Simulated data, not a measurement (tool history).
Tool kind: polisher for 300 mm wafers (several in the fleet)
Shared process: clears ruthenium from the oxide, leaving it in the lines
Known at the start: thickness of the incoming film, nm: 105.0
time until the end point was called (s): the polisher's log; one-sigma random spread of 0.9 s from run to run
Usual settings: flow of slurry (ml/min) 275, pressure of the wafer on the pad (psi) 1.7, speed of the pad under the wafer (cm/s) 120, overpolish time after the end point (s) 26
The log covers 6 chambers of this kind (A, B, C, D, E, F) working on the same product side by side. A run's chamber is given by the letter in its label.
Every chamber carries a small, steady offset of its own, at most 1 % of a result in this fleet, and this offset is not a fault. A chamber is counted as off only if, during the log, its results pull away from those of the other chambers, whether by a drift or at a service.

run	hour	flow of slurry (ml/min)	pressure of the wafer on the pad (psi)	speed of the pad under the wafer (cm/s)	overpolish time after the end point (s)	time until the end point was called (s)
# hour 2.9: chamber C: worn pad replaced by a new one
1A	8.5	275	1.7	120	26	77.052
2D	16.5	275	1.7	120	26	78.171
# hour 18.3: chamber B: worn pad replaced by a new one
3F	24.9	275	1.7	120	26	76.645
# hour 25.3: chamber D: worn pad replaced by a new one
4B	35	275	1.7	120	26	77.947
# hour 35.8: chamber E: worn pad replaced by a new one
# hour 36.2: chamber A: worn pad replaced by a new one
5E	40	275	1.7	120	26	75.951
6C	45.5	345	1.7	120	26	74.951
7C	55.9	345	1.7	120	26	75.54
8E	62.1	345	1.7	120	26	76.358
# hour 69.2: chamber D: head pressure recalibrated
9D	70.2	345	1.7	120	26	74.882
10F	76.4	345	1.7	120	26	74.201
# hour 77.8: chamber C: worn pad replaced by a new one
11B	84	345	1.7	120	26	74.25
12A	91.1	275	1.7	120	26	77.541
# hour 92.8: chamber F: worn pad replaced by a new one
# hour 95.1: chamber D: slurry nozzle cleaned
13D	97.2	275	1.7	120	26	76.244
14B	107.7	275	1.7	120	26	77.469
15A	116.1	275	1.7	120	26	78.026
16C	122.2	275	1.7	120	26	78.089
17E	129.1	275	1.7	120	26	75.681
18F	137.8	275	1.7	120	26	76.774
# hour 139.4: chamber C: worn pad replaced by a new one
# hour 140.9: chamber A: worn pad replaced by a new one
19A	148.6	275	1.7	120	26	79.569
# hour 153.6: chamber E: worn pad replaced by a new one
20E	156.5	275	1.7	120	26	76.19
21D	164	275	1.7	146	26	62.86
22B	171.1	275	1.7	146	26	62.554
# hour 173.5: chamber D: worn pad replaced by a new one
# hour 174.5: chamber A: slurry nozzle cleaned
23C	180.8	275	1.7	146	26	63.712
# hour 183.2: chamber B: worn pad replaced by a new one
24F	189.1	275	1.7	146	26	63.752
25B	198.6	275	1.7	146	26	63.231
# hour 199.8: chamber C: worn pad replaced by a new one
26E	207.3	275	1.7	146	26	62.719
# hour 209.4: chamber F: worn pad replaced by a new one
# hour 209.6: chamber E: slurry nozzle cleaned
27C	213.1	275	1.7	120	26	76.432
28A	219.5	275	1.7	120	26	79.689
29D	229.5	275	1.7	120	26	75.76
30F	237.5	275	1.7	120	26	77.631
# hour 240.2: chamber B: head pressure recalibrated
31D	242.5	275	1.7	120	26	76.495
32A	248.1	275	1.7	120	26	80.023
33B	256.4	275	1.7	120	26	77.798
# hour 257.8: chamber C: head pressure recalibrated
# hour 264.1: chamber C: slurry nozzle cleaned
34F	264.3	330	1.3	120	26	97.818
# hour 270.6: chamber C: worn pad replaced by a new one
35C	272.4	330	1.3	120	26	97.987
# hour 274.4: chamber A: worn pad replaced by a new one
36E	283.7	330	1.3	120	26	98.314
# hour 285: chamber E: worn pad replaced by a new one
# hour 289.8: chamber F: slurry nozzle cleaned
# hour 292.2: chamber E: head pressure recalibrated
37D	294.8	330	1.3	120	26	99.98
38F	299.7	330	1.3	120	26	98.573
39C	310.3	330	1.3	120	26	97.055
40A	319.3	275	1.7	120	26	83.205
41E	324.4	220	1.7	120	26	77.101
42B	335.1	220	1.7	120	26	81.473
# hour 339.2: chamber B: worn pad replaced by a new one
43D	340.9	220	1.7	120	26	80.196
44B	349.5	220	1.7	120	26	79.042

For the next run the whole fleet of 6 chambers uses the same settings. Give each chamber's results:
45A	357.6	200	1.7	120	26	?
45B	357.6	200	1.7	120	26	?
45C	357.6	200	1.7	120	26	?
45D	357.6	200	1.7	120	26	?
45E	357.6	200	1.7	120	26	?
45F	357.6	200	1.7	120	26	?

run	time until the end point was called (s)
45A	85.528
45B	78.269
45C	80.283
45D	79.749
45E	78.69
45F	80.937
